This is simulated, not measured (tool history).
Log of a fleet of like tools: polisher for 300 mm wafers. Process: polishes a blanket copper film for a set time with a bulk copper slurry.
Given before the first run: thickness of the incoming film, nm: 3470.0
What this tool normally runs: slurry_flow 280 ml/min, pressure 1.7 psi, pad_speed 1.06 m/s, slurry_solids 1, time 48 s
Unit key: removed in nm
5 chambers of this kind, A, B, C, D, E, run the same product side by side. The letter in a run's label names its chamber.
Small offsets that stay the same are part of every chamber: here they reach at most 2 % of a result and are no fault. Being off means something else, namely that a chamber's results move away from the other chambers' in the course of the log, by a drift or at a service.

run    day  slurry_flow  pressure  pad_speed  slurry_solids  time  wafers polished on this pad  hours since the slurry nozzle was cleaned  hours since the head pressure was calibrated  hours since the slurry blender was calibrated  removed
 1D  0.217          280       1.7       1.06              1    48                         1137                                      184.3                                         176.0                                          145.8   329.98
 2E  0.392          280       1.7       1.06              1    48                          998                                      350.8                                         549.5                                           63.3   334.45
 3B  0.538          280       1.7       1.06              1    48                          186                                       97.5                                         203.4                                           52.5   348.10
 4A  0.717          280       1.7       1.06              1    48                          705                                      311.6                                         191.7                                          210.6   332.71
     0.771  -- chamber E: worn pad replaced by a new one
     0.904  -- chamber D: worn pad replaced by a new one
 5C  0.950          280       1.7       1.06              1    48                          399                                      166.9                                        1203.3                                          332.3   330.48
 6B  1.071          280       1.7       1.06              1    48                          270                                      110.3                                         216.2                                           65.3   342.12
     1.229  -- chamber C: slurry blender recalibrated
 7C  1.229          280       1.7       1.06              1    48                          443                                      173.6                                        1210.0                                            0.0   329.23
 8D  1.433          280       1.9       1.06              1    48                           83                                      213.5                                         205.2                                          175.0   380.36
 9E  1.600          280       1.9       1.06              1    48                          131                                      379.8                                         578.5                                           92.3   377.18
10A  1.762          280       1.9       1.06              1    48                          870                                      336.7                                         216.8                                          235.7   369.49
11A  2.021          280       1.9       1.06              1    48                          911                                      342.9                                         223.0                                          241.9   367.61
12C  2.300          280       1.9       1.06              1    48                          613                                      199.3                                        1235.7                                           25.7   365.08
     2.400  -- chamber B: worn pad replaced by a new one
     2.483  -- chamber A: worn pad replaced by a new one
13B  2.496          280       1.7       1.06              1    48                           15                                      144.5                                         250.4                                           99.5   344.46
14D  2.729          280       1.7       1.06              1    48                          288                                      244.6                                         236.3                                          206.1   331.78
15E  2.862          245       1.7       1.06              1    32                          330                                      410.1                                         608.8                                          122.6   221.70
16A  3.025          245       1.7       1.06              1    32                           86                                      367.0                                         247.1                                          266.0   222.87
17E  3.188          245       1.7       1.06              1    32                          381                                      417.9                                         616.6                                          130.4   216.48
18C  3.392          245       1.7       1.06              1    32                          785                                      225.5                                        1261.9                                           51.9   217.56
19B  3.558          245       1.7       1.06              1    32                          183                                      170.0                                         275.9                                          125.0   228.40
20D  3.692          280       1.7       1.06              1    48                          440                                      267.7                                         259.4                                          229.2   335.21
21A  3.825          280       1.7       1.06              1    48                          212                                      386.2                                         266.3                                          285.2   336.01
22E  4.042          280       1.7       1.06              1    48                          516                                      438.4                                         637.1                                          150.9   331.38
23D  4.246          280       1.7       1.06              1    48                          527                                      281.0                                         272.7                                          242.5   331.20
24C  4.475          280       1.2       1.30              1    48                          956                                      251.5                                        1287.9                                           77.9   281.17
25B  4.729          280       1.2       1.30              1    48                          368                                      198.1                                         304.0                                          153.1   310.85
26E  4.871          280       1.2       1.30              1    48                          647                                      458.3                                         657.0                                          170.8   285.50
27C  5.029          280       1.2       1.30              1    48                         1043                                      264.8                                        1301.2                                           91.2   287.34
     5.079  -- chamber C: worn pad replaced by a new one
28B  5.158          280       1.2       1.30              1    48                          435                                      208.4                                         314.3                                          163.4   310.79
29A  5.304          280       1.3       0.74              1    48                          445                                      421.7                                         301.8                                          320.7   176.20
     5.479  -- chamber B: worn pad replaced by a new one
30D  5.546          280       1.3       0.74              1    48                          733                                      312.2                                         303.9                                          273.7   176.75
     5.721  -- chamber D: slurry nozzle cleaned
31B  5.758          280       1.3       0.74              1    48                           44                                      222.8                                         328.7                                          177.8   201.09
32D  5.900          280       1.3       0.74              1    48                          789                                        4.4                                         312.4                                          282.2   179.41
33A  6.162          280       1.3       0.74              1    48                          581                                      442.3                                         322.4                                          341.3   177.28
34E  6.396          280       1.7       1.06              1    48                          888                                      494.9                                         693.6                                          207.4   342.19
35C  6.612          280       1.7       1.06              1    48                          242                                      302.8                                        1339.2                                          129.2   326.24

Each of the 5 chambers runs these same settings next. Fill in every chamber's results:
36A  6.808          280       1.7       1.36              1    48                                                                                                                                                                             ?
36B  6.808          280       1.7       1.36              1    48                                                                                                                                                                             ?
36C  6.808          280       1.7       1.36              1    48                                                                                                                                                                             ?
36D  6.808          280       1.7       1.36              1    48                                                                                                                                                                             ?
36E  6.808          280       1.7       1.36              1    48                                                                                                                                                                             ?

run  removed
36A   426.66
36B   475.14
36C   426.86
36D   430.79
36E   422.23
